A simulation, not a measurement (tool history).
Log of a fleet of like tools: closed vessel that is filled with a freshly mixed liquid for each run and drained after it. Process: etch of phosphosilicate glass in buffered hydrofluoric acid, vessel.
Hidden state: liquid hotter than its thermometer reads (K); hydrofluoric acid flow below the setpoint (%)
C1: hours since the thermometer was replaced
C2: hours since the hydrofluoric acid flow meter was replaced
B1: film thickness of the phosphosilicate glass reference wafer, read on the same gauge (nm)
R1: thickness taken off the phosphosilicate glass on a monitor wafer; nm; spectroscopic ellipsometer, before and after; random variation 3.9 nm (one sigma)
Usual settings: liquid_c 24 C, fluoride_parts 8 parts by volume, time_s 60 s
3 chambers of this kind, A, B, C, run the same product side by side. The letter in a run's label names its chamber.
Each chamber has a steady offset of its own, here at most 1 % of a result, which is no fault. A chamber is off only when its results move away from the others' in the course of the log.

run 1B hour=5.1 | liquid_c=24 fluoride_parts=8 time_s=60 | C1=701.4 C2=56 | B1=70.021 | R1=493.23
run 2C hour=11.6 | liquid_c=24 fluoride_parts=8 time_s=60 | C1=213 C2=1302.4 | B1=69.986 | R1=494.22
run 3A hour=19.2 | liquid_c=24 fluoride_parts=8 time_s=60 | C1=767.5 C2=68.5 | B1=69.979 | R1=500.96
run 4C hour=23.8 | liquid_c=24 fluoride_parts=8 time_s=60 | C1=225.2 C2=1314.6 | B1=70.006 | R1=499.96
run 5A hour=30 | liquid_c=24 fluoride_parts=8 time_s=60 | C1=778.3 C2=79.3 | B1=69.992 | R1=497.63
run 6B hour=37.5 | liquid_c=24 fluoride_parts=6.5 time_s=45 | C1=733.8 C2=88.4 | B1=70.012 | R1=450.81
run 7A hour=41.1 | liquid_c=24 fluoride_parts=6.5 time_s=45 | C1=789.4 C2=90.4 | B1=69.982 | R1=456.13
run 8C hour=45.6 | liquid_c=24 fluoride_parts=6.5 time_s=45 | C1=247 C2=1336.4 | B1=70.007 | R1=454.62
run 9B hour=51.2 | liquid_c=24 fluoride_parts=8 time_s=40 | C1=747.5 C2=102.1 | B1=70.004 | R1=330.7
run 10C hour=55.2 | liquid_c=24 fluoride_parts=8 time_s=40 | C1=256.6 C2=1346 | B1=70.018 | R1=332.73
run 11A hour=59.4 | liquid_c=24 fluoride_parts=8 time_s=40 | C1=807.7 C2=108.7 | B1=69.988 | R1=334.05
run 12B hour=66.3 | liquid_c=24 fluoride_parts=8 time_s=60 | C1=762.6 C2=117.2 | B1=70.048 | R1=487.25
run 13C hour=70.7 | liquid_c=24 fluoride_parts=8 time_s=60 | C1=272.1 C2=1361.5 | B1=69.994 | R1=490.08
run 14A hour=74.5 | liquid_c=24 fluoride_parts=8 time_s=60 | C1=822.8 C2=123.8 | B1=70.001 | R1=501.77
run 15B hour=80 | liquid_c=24 fluoride_parts=5.5 time_s=95 | C1=776.3 C2=130.9 | B1=70.005 | R1=1111.6
run 16A hour=85.7 | liquid_c=24 fluoride_parts=5.5 time_s=95 | C1=834 C2=135 | B1=70.02 | R1=1118.6
run 17C hour=89.8 | liquid_c=24 fluoride_parts=5.5 time_s=95 | C1=291.2 C2=1380.6 | B1=69.993 | R1=1098.9
run 18B hour=96.2 | liquid_c=24 fluoride_parts=8 time_s=60 | C1=792.5 C2=147.1 | B1=69.982 | R1=493.32
run 19A hour=102.3 | liquid_c=24 fluoride_parts=8 time_s=60 | C1=850.6 C2=151.6 | B1=69.971 | R1=499.68
run 20C hour=107.3 | liquid_c=24 fluoride_parts=8 time_s=60 | C1=308.7 C2=1398.1 | B1=69.988 | R1=481.13
run 21B hour=113.5 | liquid_c=24 fluoride_parts=8 time_s=60 | C1=809.8 C2=164.4 | B1=69.99 | R1=498.56
run 22A hour=118.6 | liquid_c=24 fluoride_parts=8 time_s=60 | C1=866.9 C2=167.9 | B1=70.016 | R1=495.19
run 23C hour=125.6 | liquid_c=24 fluoride_parts=8 time_s=50 | C1=327 C2=1416.4 | B1=69.993 | R1=398.75
run 24B hour=131.8 | liquid_c=24 fluoride_parts=8 time_s=50 | C1=828.1 C2=182.7 | B1=70.012 | R1=412.51
run 25C hour=137.3 | liquid_c=24 fluoride_parts=8 time_s=50 | C1=338.7 C2=1428.1 | B1=70.001 | R1=392.58
run 26A hour=141.4 | liquid_c=24 fluoride_parts=8 time_s=60 | C1=889.7 C2=190.7 | B1=69.991 | R1=500.52
run 27B hour=147.9 | liquid_c=28 fluoride_parts=6 time_s=60 | C1=844.2 C2=198.8 | B1=70.021 | R1=791.23
run 28B hour=154 | liquid_c=28 fluoride_parts=6 time_s=60 | C1=850.3 C2=204.9 | B1=70.019 | R1=807.69
run 29C hour=158.9 | liquid_c=28 fluoride_parts=6 time_s=60 | C1=360.3 C2=1449.7 | B1=69.995 | R1=781.1
run 30A hour=165.7 | liquid_c=24 fluoride_parts=8 time_s=60 | C1=914 C2=215 | B1=70 | R1=504.28

Next, every chamber runs the same settings. What will each give?
run 31A hour=171.4 | liquid_c=24 fluoride_parts=8 time_s=60 | R1=?
run 31B hour=171.4 | liquid_c=24 fluoride_parts=8 time_s=60 | R1=?
run 31C hour=171.4 | liquid_c=24 fluoride_parts=8 time_s=60 | R1=?

run=31A R1=503.14
run=31B R1=491.53
run=31C R1=463.8
